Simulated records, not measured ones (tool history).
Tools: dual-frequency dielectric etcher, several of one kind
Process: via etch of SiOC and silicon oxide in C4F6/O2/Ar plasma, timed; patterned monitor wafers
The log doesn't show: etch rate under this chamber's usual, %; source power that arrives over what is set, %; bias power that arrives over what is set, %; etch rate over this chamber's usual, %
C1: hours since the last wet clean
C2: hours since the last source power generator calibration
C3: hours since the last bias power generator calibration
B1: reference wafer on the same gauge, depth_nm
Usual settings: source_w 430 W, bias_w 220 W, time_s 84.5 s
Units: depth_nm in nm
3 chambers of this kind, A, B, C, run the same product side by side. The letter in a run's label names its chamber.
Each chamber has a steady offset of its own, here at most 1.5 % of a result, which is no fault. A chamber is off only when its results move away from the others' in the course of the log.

{"run": "1C", "hour": 5.8, "source_w": 430, "bias_w": 220, "time_s": 84.5, "C1": 165.1, "C2": 233.9, "C3": 2709.7, "B1": 119.01, "depth_nm": 104.17}
{"run": "2A", "hour": 11.9, "source_w": 430, "bias_w": 220, "time_s": 84.5, "C1": 316.5, "C2": 111.7, "C3": 65.4, "B1": 118.94, "depth_nm": 104.98}
{"run": "3B", "hour": 16.8, "source_w": 430, "bias_w": 220, "time_s": 84.5, "C1": 196.3, "C2": 43, "C3": 2461, "B1": 118.92, "depth_nm": 103.53}
{"run": "4B", "hour": 20.2, "source_w": 430, "bias_w": 220, "time_s": 84.5, "C1": 199.7, "C2": 46.4, "C3": 2464.4, "B1": 119.01, "depth_nm": 104.01}
{"run": "5A", "hour": 26.0, "source_w": 350, "bias_w": 220, "time_s": 84.5, "C1": 330.6, "C2": 125.8, "C3": 79.5, "B1": 119.09, "depth_nm": 96.586}
{"run": "6C", "hour": 31.2, "source_w": 350, "bias_w": 220, "time_s": 84.5, "C1": 190.5, "C2": 259.3, "C3": 2735.1, "B1": 118.86, "depth_nm": 96.722}
{"run": "7B", "hour": 35.5, "source_w": 350, "bias_w": 220, "time_s": 84.5, "C1": 215, "C2": 61.7, "C3": 2479.7, "B1": 118.96, "depth_nm": 95.682}
{"run": "8C", "hour": 41.4, "source_w": 430, "bias_w": 220, "time_s": 84.5, "C1": 200.7, "C2": 269.5, "C3": 2745.3, "B1": 118.91, "depth_nm": 104.58}
{"run": "9A", "hour": 46.4, "source_w": 490, "bias_w": 220, "time_s": 73.5, "C1": 351, "C2": 146.2, "C3": 99.9, "B1": 119.16, "depth_nm": 95.196}
{"run": "10A", "hour": 53.7, "source_w": 490, "bias_w": 220, "time_s": 73.5, "C1": 358.3, "C2": 153.5, "C3": 107.2, "B1": 119.05, "depth_nm": 96.81}
{"run": "11C", "hour": 60.5, "source_w": 490, "bias_w": 220, "time_s": 73.5, "C1": 219.8, "C2": 288.6, "C3": 2764.4, "B1": 119.06, "depth_nm": 95.174}
{"run": "12B", "hour": 65.8, "source_w": 430, "bias_w": 220, "time_s": 84.5, "C1": 245.3, "C2": 92, "C3": 2510, "B1": 119.08, "depth_nm": 103.24}
{"run": "13B", "hour": 71.2, "source_w": 430, "bias_w": 220, "time_s": 84.5, "C1": 250.7, "C2": 97.4, "C3": 2515.4, "B1": 119.01, "depth_nm": 104.33}
{"run": "14C", "hour": 76.0, "source_w": 430, "bias_w": 220, "time_s": 84.5, "C1": 235.3, "C2": 304.1, "C3": 2779.9, "B1": 119.06, "depth_nm": 104.42}
{"run": "15A", "hour": 79.4, "source_w": 430, "bias_w": 220, "time_s": 84.5, "C1": 384, "C2": 179.2, "C3": 132.9, "B1": 119.07, "depth_nm": 104.82}
{"run": "16B", "hour": 82.7, "source_w": 430, "bias_w": 220, "time_s": 84.5, "C1": 262.2, "C2": 108.9, "C3": 2526.9, "B1": 118.97, "depth_nm": 103.44}
{"run": "17C", "hour": 88.9, "source_w": 430, "bias_w": 220, "time_s": 84.5, "C1": 248.2, "C2": 317, "C3": 2792.8, "B1": 119.11, "depth_nm": 105.21}
{"run": "18A", "hour": 93.1, "source_w": 430, "bias_w": 220, "time_s": 84.5, "C1": 397.7, "C2": 192.9, "C3": 146.6, "B1": 119.04, "depth_nm": 104.82}
{"run": "19B", "hour": 98.8, "source_w": 430, "bias_w": 220, "time_s": 84.5, "C1": 278.3, "C2": 125, "C3": 2543, "B1": 118.86, "depth_nm": 103.04}
{"run": "20C", "hour": 103.1, "source_w": 430, "bias_w": 220, "time_s": 84.5, "C1": 262.4, "C2": 331.2, "C3": 2807, "B1": 118.98, "depth_nm": 104.38}
{"run": "21A", "hour": 108.5, "source_w": 430, "bias_w": 220, "time_s": 84.5, "C1": 413.1, "C2": 208.3, "C3": 162, "B1": 119.08, "depth_nm": 104.43}
{"run": "22C", "hour": 115.2, "source_w": 430, "bias_w": 195, "time_s": 84.5, "C1": 274.5, "C2": 343.3, "C3": 2819.1, "B1": 119.14, "depth_nm": 100.42}
{"hour": 117.4, "done": "chamber A: wet clean of the chamber"}
{"run": "23B", "hour": 119.8, "source_w": 430, "bias_w": 195, "time_s": 84.5, "C1": 299.3, "C2": 146, "C3": 2564, "B1": 119.08, "depth_nm": 99.841}
{"run": "24A", "hour": 126.7, "source_w": 430, "bias_w": 195, "time_s": 84.5, "C1": 9.4, "C2": 226.5, "C3": 180.2, "B1": 118.97, "depth_nm": 95.604}
{"run": "25A", "hour": 133.7, "source_w": 430, "bias_w": 220, "time_s": 84.5, "C1": 16.4, "C2": 233.5, "C3": 187.2, "B1": 119.04, "depth_nm": 100.41}
{"run": "26C", "hour": 137.8, "source_w": 430, "bias_w": 220, "time_s": 84.5, "C1": 297.1, "C2": 365.9, "C3": 2841.7, "B1": 119.11, "depth_nm": 104.42}
{"run": "27B", "hour": 143.9, "source_w": 430, "bias_w": 220, "time_s": 84.5, "C1": 323.4, "C2": 170.1, "C3": 2588.1, "B1": 119.07, "depth_nm": 104.66}
{"run": "28A", "hour": 151.0, "source_w": 430, "bias_w": 220, "time_s": 84.5, "C1": 33.7, "C2": 250.8, "C3": 204.5, "B1": 119.08, "depth_nm": 99.867}
{"run": "29B", "hour": 157.8, "source_w": 430, "bias_w": 220, "time_s": 84.5, "C1": 337.3, "C2": 184, "C3": 2602, "B1": 118.94, "depth_nm": 104.5}
{"run": "30C", "hour": 164.2, "source_w": 430, "bias_w": 173, "time_s": 84.5, "C1": 323.5, "C2": 392.3, "C3": 2868.1, "B1": 118.92, "depth_nm": 97.124}
{"run": "31C", "hour": 171.3, "source_w": 430, "bias_w": 173, "time_s": 84.5, "C1": 330.6, "C2": 399.4, "C3": 2875.2, "B1": 119, "depth_nm": 96.779}
{"run": "32A", "hour": 174.7, "source_w": 430, "bias_w": 173, "time_s": 84.5, "C1": 57.4, "C2": 274.5, "C3": 228.2, "B1": 118.9, "depth_nm": 91.685}
{"run": "33B", "hour": 179.0, "source_w": 430, "bias_w": 192, "time_s": 84.5, "C1": 358.5, "C2": 205.2, "C3": 2623.2, "B1": 119.13, "depth_nm": 99.329}
{"run": "34C", "hour": 185.7, "source_w": 430, "bias_w": 192, "time_s": 84.5, "C1": 345, "C2": 413.8, "C3": 2889.6, "B1": 118.93, "depth_nm": 99.741}
{"run": "35A", "hour": 192.2, "source_w": 430, "bias_w": 192, "time_s": 84.5, "C1": 74.9, "C2": 292, "C3": 245.7, "B1": 118.91, "depth_nm": 95.392}
{"run": "36B", "hour": 198.7, "source_w": 430, "bias_w": 220, "time_s": 84.5, "C1": 378.2, "C2": 224.9, "C3": 2642.9, "B1": 119.2, "depth_nm": 103.54}
{"run": "37A", "hour": 204.1, "source_w": 430, "bias_w": 250, "time_s": 102, "C1": 86.8, "C2": 303.9, "C3": 257.6, "B1": 119.02, "depth_nm": 125.65}
{"run": "38C", "hour": 208.3, "source_w": 430, "bias_w": 250, "time_s": 102, "C1": 367.6, "C2": 436.4, "C3": 2912.2, "B1": 118.98, "depth_nm": 132.08}
{"run": "39B", "hour": 213.4, "source_w": 430, "bias_w": 250, "time_s": 102, "C1": 392.9, "C2": 239.6, "C3": 2657.6, "B1": 118.93, "depth_nm": 131.3}

Next, every chamber runs the same settings. What will each give?
{"run": "40A", "hour": 218.7, "source_w": 430, "bias_w": 220, "time_s": 84.5, "depth_nm": "?"}
{"run": "40B", "hour": 218.7, "source_w": 430, "bias_w": 220, "time_s": 84.5, "depth_nm": "?"}
{"run": "40C", "hour": 218.7, "source_w": 430, "bias_w": 220, "time_s": 84.5, "depth_nm": "?"}

run=40A depth_nm=99.526
run=40B depth_nm=103.61
run=40C depth_nm=104.84
